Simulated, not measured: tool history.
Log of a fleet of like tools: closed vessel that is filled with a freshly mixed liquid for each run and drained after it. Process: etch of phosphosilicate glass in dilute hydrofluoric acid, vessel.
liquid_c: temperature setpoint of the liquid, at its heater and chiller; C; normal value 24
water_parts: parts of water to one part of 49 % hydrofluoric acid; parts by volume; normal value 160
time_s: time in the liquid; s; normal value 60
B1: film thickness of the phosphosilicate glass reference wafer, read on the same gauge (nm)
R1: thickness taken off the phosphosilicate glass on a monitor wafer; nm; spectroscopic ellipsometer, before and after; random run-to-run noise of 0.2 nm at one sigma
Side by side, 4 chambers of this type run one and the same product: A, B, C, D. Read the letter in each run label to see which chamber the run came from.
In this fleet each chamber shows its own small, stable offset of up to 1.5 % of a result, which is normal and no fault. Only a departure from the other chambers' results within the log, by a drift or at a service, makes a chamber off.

{"run": "1B", "hour": 7.9, "liquid_c": 24, "water_parts": 160, "time_s": 60, "B1": 79.973, "R1": 22.259}
{"run": "2C", "hour": 14.4, "liquid_c": 24, "water_parts": 160, "time_s": 60, "B1": 80.008, "R1": 21.437}
{"run": "3A", "hour": 19.3, "liquid_c": 24, "water_parts": 160, "time_s": 60, "B1": 80.047, "R1": 21.616}
{"run": "4D", "hour": 28.2, "liquid_c": 24, "water_parts": 160, "time_s": 60, "B1": 80.011, "R1": 21.851}
{"run": "5C", "hour": 35.7, "liquid_c": 24, "water_parts": 220, "time_s": 40, "B1": 80.009, "R1": 9.9625}
{"run": "6D", "hour": 41.0, "liquid_c": 24, "water_parts": 220, "time_s": 40, "B1": 79.982, "R1": 9.9279}
{"hour": 44.7, "done": "chamber D: hydrofluoric acid flow meter replaced"}
{"run": "7B", "hour": 46.8, "liquid_c": 24, "water_parts": 220, "time_s": 40, "B1": 79.999, "R1": 10.013}
{"run": "8A", "hour": 55.2, "liquid_c": 24, "water_parts": 220, "time_s": 40, "B1": 79.956, "R1": 9.8836}
{"run": "9D", "hour": 60.5, "liquid_c": 24, "water_parts": 160, "time_s": 60, "B1": 80.007, "R1": 21.854}
{"run": "10C", "hour": 66.3, "liquid_c": 24, "water_parts": 160, "time_s": 60, "B1": 80.032, "R1": 21.312}
{"run": "11B", "hour": 73.2, "liquid_c": 24, "water_parts": 160, "time_s": 60, "B1": 80.014, "R1": 22.292}
{"run": "12A", "hour": 81.0, "liquid_c": 24, "water_parts": 160, "time_s": 60, "B1": 80.014, "R1": 21.861}
{"run": "13B", "hour": 89.1, "liquid_c": 24, "water_parts": 160, "time_s": 60, "B1": 80.012, "R1": 22.014}
{"run": "14D", "hour": 94.0, "liquid_c": 24, "water_parts": 160, "time_s": 60, "B1": 79.978, "R1": 21.833}
{"run": "15C", "hour": 99.0, "liquid_c": 24, "water_parts": 160, "time_s": 60, "B1": 80.018, "R1": 21.662}
{"run": "16A", "hour": 108.2, "liquid_c": 24, "water_parts": 160, "time_s": 60, "B1": 80.02, "R1": 22.464}
{"run": "17D", "hour": 115.5, "liquid_c": 24, "water_parts": 160, "time_s": 60, "B1": 80.021, "R1": 21.958}
{"run": "18A", "hour": 123.7, "liquid_c": 24, "water_parts": 160, "time_s": 60, "B1": 80.01, "R1": 22.739}
{"run": "19B", "hour": 128.6, "liquid_c": 24, "water_parts": 160, "time_s": 60, "B1": 79.986, "R1": 22.143}
{"run": "20C", "hour": 134.2, "liquid_c": 24, "water_parts": 160, "time_s": 60, "B1": 80.003, "R1": 21.697}
{"run": "21B", "hour": 138.5, "liquid_c": 24, "water_parts": 160, "time_s": 60, "B1": 80.004, "R1": 22.135}
{"run": "22A", "hour": 144.6, "liquid_c": 24, "water_parts": 160, "time_s": 60, "B1": 80.013, "R1": 22.904}
{"run": "23C", "hour": 153.0, "liquid_c": 24, "water_parts": 160, "time_s": 60, "B1": 79.999, "R1": 21.709}
{"run": "24D", "hour": 159.3, "liquid_c": 24, "water_parts": 135, "time_s": 35, "B1": 80.047, "R1": 15.604}
{"run": "25B", "hour": 164.9, "liquid_c": 24, "water_parts": 135, "time_s": 35, "B1": 79.974, "R1": 15.953}
{"run": "26C", "hour": 174.2, "liquid_c": 24, "water_parts": 135, "time_s": 35, "B1": 80.037, "R1": 15.506}
{"run": "27D", "hour": 181.9, "liquid_c": 24, "water_parts": 135, "time_s": 35, "B1": 80.0, "R1": 15.582}
{"run": "28A", "hour": 191.5, "liquid_c": 24, "water_parts": 160, "time_s": 30, "B1": 80.006, "R1": 11.718}
{"run": "29A", "hour": 200.8, "liquid_c": 24, "water_parts": 160, "time_s": 30, "B1": 79.976, "R1": 11.555}
{"run": "30B", "hour": 209.1, "liquid_c": 24, "water_parts": 160, "time_s": 30, "B1": 79.959, "R1": 10.985}
{"run": "31D", "hour": 218.6, "liquid_c": 24, "water_parts": 160, "time_s": 30, "B1": 80.003, "R1": 10.964}
{"run": "32C", "hour": 223.0, "liquid_c": 24, "water_parts": 160, "time_s": 60, "B1": 79.997, "R1": 21.858}
{"run": "33A", "hour": 228.7, "liquid_c": 24, "water_parts": 160, "time_s": 60, "B1": 80.002, "R1": 23.817}
{"run": "34B", "hour": 234.8, "liquid_c": 24, "water_parts": 160, "time_s": 60, "B1": 80.011, "R1": 22.15}
{"run": "35C", "hour": 243.2, "liquid_c": 24, "water_parts": 160, "time_s": 60, "B1": 80.028, "R1": 21.842}
{"run": "36D", "hour": 252.0, "liquid_c": 24, "water_parts": 160, "time_s": 60, "B1": 79.988, "R1": 22.483}
{"run": "37C", "hour": 259.3, "liquid_c": 28, "water_parts": 125, "time_s": 60, "B1": 80.0, "R1": 33.432}
{"run": "38B", "hour": 267.7, "liquid_c": 28, "water_parts": 125, "time_s": 60, "B1": 79.98, "R1": 34.14}
{"run": "39D", "hour": 275.0, "liquid_c": 28, "water_parts": 125, "time_s": 60, "B1": 79.984, "R1": 34.12}
{"run": "40A", "hour": 284.4, "liquid_c": 28, "water_parts": 125, "time_s": 60, "B1": 79.974, "R1": 37.66}
{"run": "41D", "hour": 289.1, "liquid_c": 24, "water_parts": 185, "time_s": 60, "B1": 80.004, "R1": 18.367}
{"run": "42B", "hour": 294.1, "liquid_c": 24, "water_parts": 185, "time_s": 60, "B1": 79.982, "R1": 18.862}
{"run": "43C", "hour": 300.3, "liquid_c": 24, "water_parts": 185, "time_s": 60, "B1": 80.013, "R1": 18.108}
{"run": "44A", "hour": 305.7, "liquid_c": 24, "water_parts": 185, "time_s": 60, "B1": 80.017, "R1": 20.706}

Is one chamber off against the others, does the gauge drift, or is nothing wrong? If a chamber is off, say which, and what the likeliest cause is.

It is chamber A that slowly wanders off from its peers.
Cause: hydrofluoric acid flow above the setpoint (%) = 10.6.

Below are 4 candidate recipes for chamber A's next run, each the usual settings with a change, their results shown as question marks. Which of them brings A's results back in line with what the other chambers give on the usual settings?
To be in line, a result may differ from the other chambers' mean on the usual settings by at most: R1 0.7000 nm
{"run": "45A-1", "hour": 312.6, "liquid_c": 23.5, "water_parts": 160, "time_s": 50, "R1": "?"}
{"run": "45A-2", "hour": 312.6, "liquid_c": 24.5, "water_parts": 160, "time_s": 65, "R1": "?"}
{"run": "45A-3", "hour": 312.6, "liquid_c": 24.5, "water_parts": 145, "time_s": 65, "R1": "?"}
{"run": "45A-4", "hour": 312.6, "liquid_c": 24.0, "water_parts": 160, "time_s": 55, "R1": "?"}

Average result of the remaining chambers running the usual settings: R1 21.9520 nm
run=45A-1 R1=19.8640
run=45A-2 R1=26.8430
run=45A-3 R1=30.0420
run=45A-4 R1=22.2750
With 45A-4, the chamber falls back in line with the rest.
